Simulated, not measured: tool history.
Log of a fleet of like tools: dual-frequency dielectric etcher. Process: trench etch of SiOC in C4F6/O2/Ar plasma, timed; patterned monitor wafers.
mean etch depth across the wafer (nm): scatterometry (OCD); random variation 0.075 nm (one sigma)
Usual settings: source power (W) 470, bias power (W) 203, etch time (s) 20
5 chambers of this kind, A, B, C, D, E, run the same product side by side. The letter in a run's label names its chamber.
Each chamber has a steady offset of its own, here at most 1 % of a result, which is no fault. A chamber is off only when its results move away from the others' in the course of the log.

run	hour	source power (W)	bias power (W)	etch time (s)	read-back reference wafer on the same gauge, depth_nm	mean etch depth across the wafer (nm)
1A	6.1	470	203	20	45.332	45.817
2B	15.2	470	203	20	45.316	46.112
3C	22.4	470	203	20	45.306	45.884
4E	32.7	470	203	20	45.347	45.457
5D	39.2	470	235	17.5	45.335	42.535
6B	44.7	470	235	17.5	45.323	42.295
# hour 48.1: chamber C: wet clean of the chamber
7C	50.6	470	235	17.5	45.338	42.208
8A	56.3	470	235	17.5	45.355	42.184
9D	64.4	470	235	17.5	45.353	42.371
10E	71.6	470	203	20	45.382	45.513
11B	80.3	470	203	20	45.365	46.143
12C	85.6	470	203	20	45.356	45.814
13D	94.3	470	203	20	45.361	46.232
14A	104.3	470	203	20	45.399	45.859
15E	111	470	203	20	45.414	45.668
16E	117.6	470	203	20	45.383	45.716
17B	127	470	203	20	45.403	46.256
18C	137.8	470	203	20	45.427	46.091
# hour 138.3: chamber A: wet clean of the chamber
19D	145.9	470	203	20	45.427	46.308
# hour 146.9: chamber B: wet clean of the chamber
20A	151.8	470	203	20	45.438	45.957
21E	162.4	470	203	20	45.443	45.702
22A	168.8	470	203	20	45.446	46.026
23C	179.7	470	203	20	45.448	46.086
# hour 182.9: chamber E: wet clean of the chamber
24B	186.5	470	203	20	45.464	46.083
25D	194.8	470	203	20	45.463	46.182
26A	203.3	470	203	20	45.508	46.012
27B	212.4	470	203	20	45.454	46.244
28C	220.3	470	203	20	45.505	46.024
29E	229.1	470	203	20	45.482	45.72
30D	239.3	470	203	20	45.518	46.5
31E	248	470	203	20	45.511	45.934
32C	256.1	400	203	20	45.515	43.359
# hour 258.8: chamber D: wet clean of the chamber
33B	266.1	400	203	20	45.542	43.557
34D	275.6	400	203	20	45.536	43.648
35A	286.1	400	203	20	45.552	43.3
36C	296.3	400	203	20	45.542	43.292
37D	303.8	470	203	20	45.556	46.373
38E	314.2	470	203	20	45.569	45.987
39A	323.7	470	203	20	45.582	46.067
40B	331.7	470	203	20	45.588	46.403
41B	341.8	470	203	20	45.59	46.343

Is one chamber off against the others, does the gauge drift, or is nothing wrong? If a chamber is off, say which, and what the likeliest cause is.

The gauge drifts, so all chambers seem to drift together. No chamber is off.
Cause: gauge reads high (%) = 0.667.

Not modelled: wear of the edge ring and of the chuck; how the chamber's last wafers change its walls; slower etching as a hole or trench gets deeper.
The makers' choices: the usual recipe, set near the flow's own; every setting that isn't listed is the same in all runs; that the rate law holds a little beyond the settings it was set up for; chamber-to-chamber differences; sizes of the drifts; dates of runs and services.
